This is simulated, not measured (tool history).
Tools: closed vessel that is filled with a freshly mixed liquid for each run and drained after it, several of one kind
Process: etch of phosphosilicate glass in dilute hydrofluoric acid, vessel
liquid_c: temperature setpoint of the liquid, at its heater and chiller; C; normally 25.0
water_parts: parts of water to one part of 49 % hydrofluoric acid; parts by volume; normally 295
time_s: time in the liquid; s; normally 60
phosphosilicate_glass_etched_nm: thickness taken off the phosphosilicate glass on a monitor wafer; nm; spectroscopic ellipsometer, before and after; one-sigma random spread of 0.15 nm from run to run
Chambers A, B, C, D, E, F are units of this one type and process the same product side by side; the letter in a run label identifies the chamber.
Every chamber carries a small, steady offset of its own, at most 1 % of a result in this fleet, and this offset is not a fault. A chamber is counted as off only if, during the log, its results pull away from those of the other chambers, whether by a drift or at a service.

| run | day | liquid_c | water_parts | time_s | read-back film thickness of the phosphosilicate glass reference wafer, read on the same gauge (nm) | phosphosilicate_glass_etched_nm |
|---|---|---|---|---|---|---|
| 1C | 0.154 | 25.0 | 295 | 60 | 49.993 | 15.773 |
| 2D | 0.279 | 25.0 | 295 | 60 | 50.019 | 16.034 |
| 3E | 0.425 | 25.0 | 295 | 60 | 50.010 | 15.765 |
| 4F | 0.562 | 25.0 | 295 | 60 | 50.007 | 15.545 |
|  | 0.567 | chamber B: hydrofluoric acid flow meter replaced |
| 5B | 0.738 | 23.5 | 365 | 60 | 50.032 | 11.333 |
| 6A | 0.900 | 23.5 | 365 | 60 | 50.030 | 11.564 |
| 7A | 0.996 | 23.5 | 365 | 60 | 49.992 | 11.570 |
| 8B | 1.108 | 23.5 | 365 | 60 | 49.991 | 11.276 |
| 9C | 1.271 | 23.5 | 365 | 60 | 50.027 | 11.277 |
| 10D | 1.408 | 23.5 | 365 | 60 | 49.987 | 11.428 |
| 11E | 1.500 | 25.0 | 295 | 60 | 50.004 | 15.927 |
| 12F | 1.683 | 25.0 | 295 | 60 | 49.991 | 15.728 |
| 13C | 1.821 | 25.0 | 295 | 60 | 49.989 | 15.939 |
| 14A | 1.929 | 25.0 | 295 | 60 | 50.018 | 15.866 |
| 15E | 2.021 | 25.0 | 295 | 60 | 50.021 | 15.558 |
| 16B | 2.204 | 25.0 | 295 | 60 | 49.988 | 15.903 |
| 17D | 2.333 | 25.0 | 190 | 80 | 50.003 | 35.594 |
| 18F | 2.525 | 25.0 | 190 | 80 | 49.959 | 36.363 |
| 19F | 2.625 | 25.0 | 190 | 80 | 50.020 | 35.983 |
| 20B | 2.817 | 25.0 | 190 | 80 | 49.967 | 36.380 |
| 21E | 2.967 | 25.0 | 190 | 80 | 50.039 | 36.795 |
| 22C | 3.092 | 25.0 | 190 | 80 | 49.995 | 36.566 |
| 23D | 3.258 | 25.0 | 295 | 60 | 49.970 | 16.003 |
| 24A | 3.450 | 25.0 | 295 | 60 | 49.998 | 15.628 |
| 25A | 3.638 | 25.0 | 295 | 60 | 49.996 | 15.906 |
| 26B | 3.758 | 23.0 | 375 | 60 | 50.022 | 10.866 |
| 27E | 3.850 | 23.0 | 375 | 60 | 49.991 | 10.974 |
| 28D | 3.950 | 23.0 | 375 | 60 | 49.992 | 10.924 |
| 29C | 4.150 | 23.0 | 375 | 60 | 50.010 | 10.959 |
| 30F | 4.254 | 23.0 | 375 | 60 | 50.011 | 10.748 |
| 31B | 4.446 | 23.0 | 375 | 60 | 50.007 | 10.715 |
| 32F | 4.662 | 25.0 | 295 | 60 | 50.001 | 15.819 |
| 33D | 4.788 | 25.0 | 295 | 60 | 50.002 | 15.647 |
| 34A | 4.958 | 27.0 | 295 | 90 | 50.008 | 25.572 |
| 35C | 5.167 | 27.0 | 295 | 90 | 50.014 | 25.520 |
| 36E | 5.338 | 27.0 | 295 | 90 | 49.988 | 25.815 |
| 37C | 5.550 | 27.0 | 295 | 90 | 50.001 | 25.262 |
| 38F | 5.700 | 27.0 | 295 | 90 | 50.016 | 25.484 |
| 39E | 5.904 | 27.0 | 295 | 90 | 49.985 | 25.584 |
| 40A | 6.021 | 25.0 | 295 | 60 | 49.985 | 16.089 |
| 41B | 6.238 | 25.0 | 295 | 60 | 50.010 | 15.979 |
| 42D | 6.450 | 25.0 | 295 | 60 | 50.006 | 15.789 |
| 43F | 6.567 | 25.0 | 295 | 60 | 50.022 | 15.912 |
| 44E | 6.775 | 25.0 | 295 | 60 | 50.018 | 15.819 |

What goes on in this fleet: one chamber off, a drifting gauge, or nothing beyond the chambers' own small offsets? Name the chamber and the cause, if any.

Beyond each chamber's small constant offset nothing stands out, and the gauge stays steady.

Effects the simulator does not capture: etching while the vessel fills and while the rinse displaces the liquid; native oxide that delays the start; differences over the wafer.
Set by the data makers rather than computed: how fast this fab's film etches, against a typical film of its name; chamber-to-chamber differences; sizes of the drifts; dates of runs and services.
